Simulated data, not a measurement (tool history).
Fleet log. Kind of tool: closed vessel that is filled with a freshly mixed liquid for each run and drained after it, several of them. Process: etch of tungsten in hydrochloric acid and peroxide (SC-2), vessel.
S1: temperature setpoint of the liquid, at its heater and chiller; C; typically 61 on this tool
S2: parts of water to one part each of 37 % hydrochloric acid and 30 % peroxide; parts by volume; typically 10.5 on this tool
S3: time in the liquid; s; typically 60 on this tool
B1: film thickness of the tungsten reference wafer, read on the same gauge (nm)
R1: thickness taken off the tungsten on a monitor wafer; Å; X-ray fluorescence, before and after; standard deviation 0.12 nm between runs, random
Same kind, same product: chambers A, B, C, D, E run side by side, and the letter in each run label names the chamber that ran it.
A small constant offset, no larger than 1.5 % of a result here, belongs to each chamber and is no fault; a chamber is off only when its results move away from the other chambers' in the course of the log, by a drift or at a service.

| run | hour | S1 | S2 | S3 | B1 | R1 |
|---|---|---|---|---|---|---|
| 1E | 3.3 | 61 | 10.5 | 60 | 60.03 | 154.39 |
| 2A | 8.8 | 61 | 10.5 | 60 | 60.011 | 155.91 |
| 3B | 12.6 | 61 | 10.5 | 60 | 60.027 | 157.52 |
| 4C | 17.5 | 61 | 10.5 | 60 | 59.949 | 156.79 |
| 5D | 22.9 | 61 | 10.5 | 60 | 60.006 | 157.58 |
| 6D | 27.6 | 61 | 10.5 | 60 | 60.008 | 156.79 |
| 7C | 32.7 | 61 | 10.5 | 60 | 59.981 | 158.08 |
| 8B | 39.1 | 61 | 10.5 | 60 | 59.97 | 156.02 |
| 9A | 43.1 | 61 | 10.5 | 60 | 60.024 | 154.78 |
| 10E | 46.1 | 61 | 10.5 | 60 | 59.992 | 156.02 |
| 11B | 51.4 | 61 | 10.5 | 60 | 59.997 | 154.48 |
|  | 55.3 | chamber D: thermometer replaced |
| 12E | 56.6 | 61 | 10.5 | 60 | 60.021 | 155.6 |
| 13C | 60.2 | 61 | 10.5 | 60 | 60.03 | 155.78 |
| 14D | 64.7 | 61 | 10.5 | 60 | 60.008 | 156.89 |
| 15A | 67.7 | 61 | 10.5 | 30 | 60.046 | 76.497 |
| 16B | 71.3 | 61 | 10.5 | 30 | 60.005 | 78.7 |
| 17C | 77 | 61 | 10.5 | 30 | 60.013 | 78.521 |
| 18A | 81 | 61 | 10.5 | 30 | 60.013 | 77.895 |
| 19D | 87.1 | 61 | 10.5 | 30 | 60.01 | 79.588 |
| 20E | 93 | 61 | 10.5 | 60 | 60.025 | 152.02 |
| 21B | 99.1 | 61 | 10.5 | 60 | 60.018 | 157.05 |
|  | 103.9 | chamber C: chemicals flow meter replaced |
| 22D | 104.1 | 61 | 15 | 60 | 59.998 | 117.25 |
| 23A | 107.4 | 61 | 15 | 60 | 60.002 | 114.09 |
| 24C | 112.8 | 61 | 15 | 60 | 60.01 | 115.22 |
| 25E | 116.7 | 61 | 15 | 60 | 60.023 | 113.39 |
| 26E | 120.4 | 61 | 15 | 60 | 60 | 114.11 |
| 27C | 124.4 | 61 | 10.5 | 60 | 59.996 | 154.23 |
| 28A | 129.8 | 61 | 10.5 | 60 | 60 | 152.93 |
| 29B | 134 | 61 | 10.5 | 60 | 59.941 | 154.92 |
|  | 136.8 | chamber B: new drum of peroxide connected |
| 30D | 136.9 | 69.5 | 10.5 | 30 | 60.01 | 129.57 |
| 31A | 142 | 69.5 | 10.5 | 30 | 59.954 | 128.3 |
| 32D | 147.6 | 69.5 | 10.5 | 30 | 60.028 | 131.15 |
| 33E | 152.3 | 69.5 | 10.5 | 30 | 60.007 | 132.39 |
| 34C | 156.2 | 69.5 | 10.5 | 30 | 59.998 | 130.16 |
| 35B | 159 | 61 | 10.5 | 60 | 60.002 | 157.66 |
| 36A | 164.6 | 64.5 | 6 | 60 | 60.007 | 294.64 |
| 37D | 169.2 | 64.5 | 6 | 60 | 60.036 | 304.81 |
| 38C | 172.9 | 64.5 | 6 | 60 | 59.981 | 301.75 |

All chambers now run identical settings, listed one chamber a line with results as question marks. What results will each chamber show?
| 39A | 177.6 | 61 | 10.5 | 60 |  | ? |
| 39B | 177.6 | 61 | 10.5 | 60 |  | ? |
| 39C | 177.6 | 61 | 10.5 | 60 |  | ? |
| 39D | 177.6 | 61 | 10.5 | 60 |  | ? |
| 39E | 177.6 | 61 | 10.5 | 60 |  | ? |

| run | R1 |
|---|---|
| 39A | 155.04 |
| 39B | 155.05 |
| 39C | 154.03 |
| 39D | 158.15 |
| 39E | 156.82 |

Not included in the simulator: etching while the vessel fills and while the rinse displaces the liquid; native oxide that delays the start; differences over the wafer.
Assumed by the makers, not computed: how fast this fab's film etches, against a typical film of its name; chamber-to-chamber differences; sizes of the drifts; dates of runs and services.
